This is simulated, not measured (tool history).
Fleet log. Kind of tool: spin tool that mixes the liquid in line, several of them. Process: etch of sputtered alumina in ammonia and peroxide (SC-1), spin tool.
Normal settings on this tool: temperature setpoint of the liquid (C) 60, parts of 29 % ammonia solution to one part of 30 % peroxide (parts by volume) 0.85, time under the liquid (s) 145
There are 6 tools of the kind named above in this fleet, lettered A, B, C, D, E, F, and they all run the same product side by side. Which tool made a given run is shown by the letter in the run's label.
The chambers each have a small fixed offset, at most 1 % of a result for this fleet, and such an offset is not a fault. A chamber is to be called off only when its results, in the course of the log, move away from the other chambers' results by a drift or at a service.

run,hour,temperature setpoint of the liquid (C),parts of 29 % ammonia solution to one part of 30 % peroxide (parts by volume),time under the liquid (s),"read-back film thickness of the sputtered alumina reference wafer, read on the same gauge (nm)",thickness taken off the sputtered alumina on a monitor wafer (Å)
1D,10.1,60,0.85,145,110.00,195.44
# hour 16.6: chamber F: heated supply line repaired
2B,21.7,60,0.85,145,109.99,194.04
# hour 23.2: chamber B: new drum of ammonia solution connected
3F,27.9,60,0.85,145,109.99,194.66
4E,35.6,60,0.85,145,109.98,194.08
5C,43.9,60,0.85,145,110.01,196.02
6A,52.2,60,0.85,145,110.01,193.35
7B,57.6,60,0.85,145,109.99,195.71
8D,64.7,60,0.85,145,110.00,194.53
9E,70.4,60,0.85,145,110.00,196.28
# hour 81.9: chamber A: new drum of ammonia solution connected
10C,82.1,60,0.85,145,109.97,195.63
11F,92.9,60,0.85,145,110.00,196.16
# hour 97.8: chamber C: new drum of ammonia solution connected
12A,105.4,60,0.85,145,110.00,194.91
13F,115.0,60,0.85,145,110.00,194.60
14B,126.4,60,0.85,145,109.99,196.41
# hour 137.7: chamber A: ammonia flow meter replaced
15C,138.3,60,0.85,145,109.99,195.63
# hour 138.5: chamber F: thermometer replaced
# hour 141.6: chamber E: ammonia flow meter replaced
16A,143.9,60,0.85,145,110.01,193.69
17E,154.2,60,0.85,145,109.99,195.49
# hour 158.5: chamber D: new drum of ammonia solution connected
18D,164.7,60,0.85,90,109.99,120.71
19E,172.9,60,0.85,90,109.99,121.11
20C,179.7,60,0.85,90,109.98,121.63
21D,187.3,60,0.85,90,109.99,120.91
22A,199.5,60,0.85,90,109.99,120.11
23F,211.0,60,0.85,90,110.00,120.54
24B,219.3,60,1.10,95,109.99,129.62
25C,229.6,60,1.10,95,109.99,132.40
26F,239.6,60,1.10,95,110.00,131.33
27E,247.5,60,1.10,95,110.01,130.44
28A,257.4,60,1.10,95,110.00,130.95
29B,266.2,60,1.10,95,109.99,127.65
30D,273.3,60,0.85,145,110.01,195.24
31C,279.4,60,0.85,145,110.01,197.17
32A,291.3,60,0.85,145,110.01,193.59
# hour 294.7: chamber D: heated supply line repaired
33F,301.9,60,0.85,145,110.00,194.94
34B,308.9,60,0.85,145,110.00,188.50
# hour 312.3: chamber A: new drum of ammonia solution connected
# hour 313.2: chamber C: new drum of ammonia solution connected
35E,315.2,60,0.85,145,110.00,195.86
# hour 322.8: chamber E: new drum of ammonia solution connected
36D,323.6,60,0.70,145,110.01,191.85
37B,329.5,60,0.70,145,110.00,182.40
38A,337.5,60,0.70,145,110.02,189.26
# hour 346.3: chamber A: thermometer replaced
39D,346.3,60,0.70,145,110.00,191.42
40C,357.2,60,0.70,145,109.99,192.83
41F,366.4,60,0.70,145,110.00,192.30
42E,372.3,60,0.85,145,109.98,196.53
43E,378.1,60,0.85,145,109.99,196.60
44A,390.5,60,0.85,145,110.01,192.99

Next, all 6 chambers run the settings below, one line each with question marks for the results. What does each chamber give?
45A,399.5,60,0.60,145,,?
45B,399.5,60,0.60,145,,?
45C,399.5,60,0.60,145,,?
45D,399.5,60,0.60,145,,?
45E,399.5,60,0.60,145,,?
45F,399.5,60,0.60,145,,?

run,thickness taken off the sputtered alumina on a monitor wafer (Å)
45A,186.83
45B,175.99
45C,187.83
45D,188.79
45E,189.64
45F,188.64
